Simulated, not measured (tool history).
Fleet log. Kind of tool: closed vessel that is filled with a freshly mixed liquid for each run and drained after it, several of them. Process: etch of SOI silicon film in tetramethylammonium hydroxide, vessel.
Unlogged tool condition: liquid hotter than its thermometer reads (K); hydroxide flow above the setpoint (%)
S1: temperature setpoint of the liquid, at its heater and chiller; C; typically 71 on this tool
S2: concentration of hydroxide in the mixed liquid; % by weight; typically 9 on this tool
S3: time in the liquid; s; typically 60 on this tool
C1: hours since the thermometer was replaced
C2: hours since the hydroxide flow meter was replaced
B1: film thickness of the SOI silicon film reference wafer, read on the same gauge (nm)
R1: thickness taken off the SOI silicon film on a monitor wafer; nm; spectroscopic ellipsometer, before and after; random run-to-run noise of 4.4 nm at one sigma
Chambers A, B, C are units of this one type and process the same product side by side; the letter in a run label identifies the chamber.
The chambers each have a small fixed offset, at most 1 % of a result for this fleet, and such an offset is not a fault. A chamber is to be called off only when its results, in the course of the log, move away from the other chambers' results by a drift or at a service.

run,day,S1,S2,S3,C1,C2,B1,R1
1A,0.267,71,9,60,551.7,1005.9,149.98,479.86
2B,0.421,71,9,60,2086.1,2192.2,150.02,476.06
3C,0.712,71,9,60,103.4,1033.7,150.01,471.34
4B,0.854,71,9,60,2096.5,2202.6,149.99,471.51
5C,0.992,71,9,60,110.1,1040.4,149.97,482.96
6A,1.167,71,9,60,573.3,1027.5,150.02,463.34
7C,1.417,71,9,60,120.3,1050.6,150.01,469.31
8A,1.658,71,7.5,60,585.1,1039.3,150,504.36
9B,1.883,71,7.5,60,2121.2,2227.3,150.02,507.64
10B,2.042,71,7.5,60,2125,2231.1,149.99,500.2
11A,2.217,71,9,60,598.5,1052.7,150.04,470.93
12C,2.408,71,9,60,144.1,1074.4,150,479.71
13B,2.55,71,9,60,2137.2,2243.3,149.99,478.57
14A,2.746,71,9,60,611.2,1065.4,150.02,475.15
15C,2.938,71,9,60,156.8,1087.1,150.01,483.16
16B,3.192,71,9,60,2152.6,2258.7,149.98,479.56
17C,3.475,71,9,60,169.7,1100,149.98,482.44
18A,3.667,74,8,60,633.3,1087.5,150,590.19
19C,3.829,74,8,60,178.2,1108.5,150.01,606.73
20A,4.058,74,8,60,642.7,1096.9,150.03,579.63
21B,4.358,71,9,60,2180.6,2286.7,149.98,472.56
22C,4.5,71,9,60,194.3,1124.6,149.97,493.47
23B,4.758,71,9,60,2190.2,2296.3,150.02,470.56
24A,4.958,71,9,60,664.3,1118.5,149.99,462.26
25B,5.167,71,9,60,2200,2306.1,149.98,470.86
26C,5.442,71,9,60,216.9,1147.2,150.03,492.84
27A,5.688,71,10.5,60,681.8,1136,149.96,436.35
28A,5.979,71,10.5,60,688.8,1143,150.01,443.18
29B,6.246,71,10.5,60,2225.9,2332,150.01,443.65
30C,6.554,71,9,60,243.6,1173.9,150.02,498.87
31C,6.696,71,9,60,247,1177.3,149.98,489.39
32A,6.867,71,9,60,710.1,1164.3,149.97,471.95
33B,7.171,71,9,60,2248.1,2354.2,149.96,469.7
# day 7.279: chamber B: hydroxide flow meter replaced
34C,7.404,76,9,30,264,1194.3,150,335
# day 7.412: chamber B: thermometer replaced
35B,7.704,76,9,30,7.1,10.3,150.01,318.95
36A,7.992,76,9,30,737.1,1191.3,150,316.28
37B,8.125,71,9,60,17.2,20.4,150,473.07
38A,8.383,71,9,60,746.5,1200.7,150.02,472.86
39C,8.667,71,9,60,294.3,1224.6,150.04,500.85
40A,8.892,71,9,60,758.7,1212.9,150,476.73
41B,9.071,71,9,60,39.9,43.1,150.02,464.79
42C,9.358,71,9,60,310.9,1241.2,149.98,510.11
43C,9.558,71,9,60,315.7,1246,150.01,512.75

Each of the 3 chambers runs these same settings next. Fill in every chamber's results:
44A,9.779,71,9,60,,,,?
44B,9.779,71,9,60,,,,?
44C,9.779,71,9,60,,,,?

run,R1
44A,470.59
44B,474.08
44C,504.25
